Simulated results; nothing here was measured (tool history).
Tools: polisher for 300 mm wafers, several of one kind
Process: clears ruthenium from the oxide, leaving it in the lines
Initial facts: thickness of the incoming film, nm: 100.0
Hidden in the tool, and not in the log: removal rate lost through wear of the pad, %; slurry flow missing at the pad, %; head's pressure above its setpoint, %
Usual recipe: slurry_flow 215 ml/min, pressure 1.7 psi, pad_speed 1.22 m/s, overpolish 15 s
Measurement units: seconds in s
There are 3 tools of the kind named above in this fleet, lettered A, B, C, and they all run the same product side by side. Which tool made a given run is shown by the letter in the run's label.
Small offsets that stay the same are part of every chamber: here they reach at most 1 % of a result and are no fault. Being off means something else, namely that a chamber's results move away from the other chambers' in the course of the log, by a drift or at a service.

run    day  slurry_flow  pressure  pad_speed  overpolish  wafers polished on this pad  hours since the slurry nozzle was cleaned  hours since the head pressure was calibrated  seconds
 1B  0.417          215       1.7       1.22          15                          503                                        221                                         274.8   104.06
 2A  0.608          215       1.7       1.22          15                          640                                       21.8                                         406.3   102.68
     0.833  -- chamber C: worn pad replaced by a new one
 3C  0.971          215       1.7       1.22          15                           23                                      307.7                                         193.9   102.76
 4A  1.333          215       1.7       1.22          15                          760                                       39.2                                         423.7   101.45
 5B  1.746          165       1.7       0.96          15                          723                                      252.9                                         306.7   134.98
 6C  2.029          165       1.7       0.96          15                          198                                      333.1                                         219.3   135.19
 7C  2.442          165       1.7       0.96          15                          266                                        343                                         229.2    133.7
 8B   2.85          215       1.7       1.22          15                          906                                      279.4                                         333.2    104.2
 9A  3.254          145       1.3       1.22          15                         1078                                       85.3                                         469.8   143.77
     3.258  -- chamber B: worn pad replaced by a new one
10B  3.525          145       1.3       1.22          15                           44                                      295.6                                         349.4   143.63
11A  3.871          145       1.3       1.22          15                         1180                                      100.1                                         484.6      146
     3.933  -- chamber C: worn pad replaced by a new one
12C  4.196          215       1.7       1.22          15                           43                                      385.1                                         271.3   100.22
13A  4.567          215       1.7       1.22          15                         1295                                      116.8                                         501.3   101.35
14C    4.8          215       1.7       1.22          12                          143                                      399.6                                         285.8    104.4
     4.854  -- chamber A: worn pad replaced by a new one
15B  5.162          215       1.7       1.22          12                          315                                      334.9                                         388.7   103.42
16B  5.388          215       1.7       1.22          12                          353                                      340.3                                         394.1   104.89
17C  5.688          215       1.7       1.22          15                          290                                      420.9                                         307.1      104
18A  6.067          215       1.7       1.22          15                          201                                      152.8                                         537.3    102.9
19C  6.371          215       1.7       1.22          15                          404                                      437.3                                         323.5   103.27
20A  6.717          215       1.7       1.22          15                          308                                      168.4                                         552.9    102.2

Which is it: a chamber that has drifted or been left off by a service, a gauge drift common to all chambers, or only each chamber's usual small offset? If a chamber is off, name it and its likeliest cause.

All chambers stay in line apart from their small fixed offsets, and the gauge does not drift.
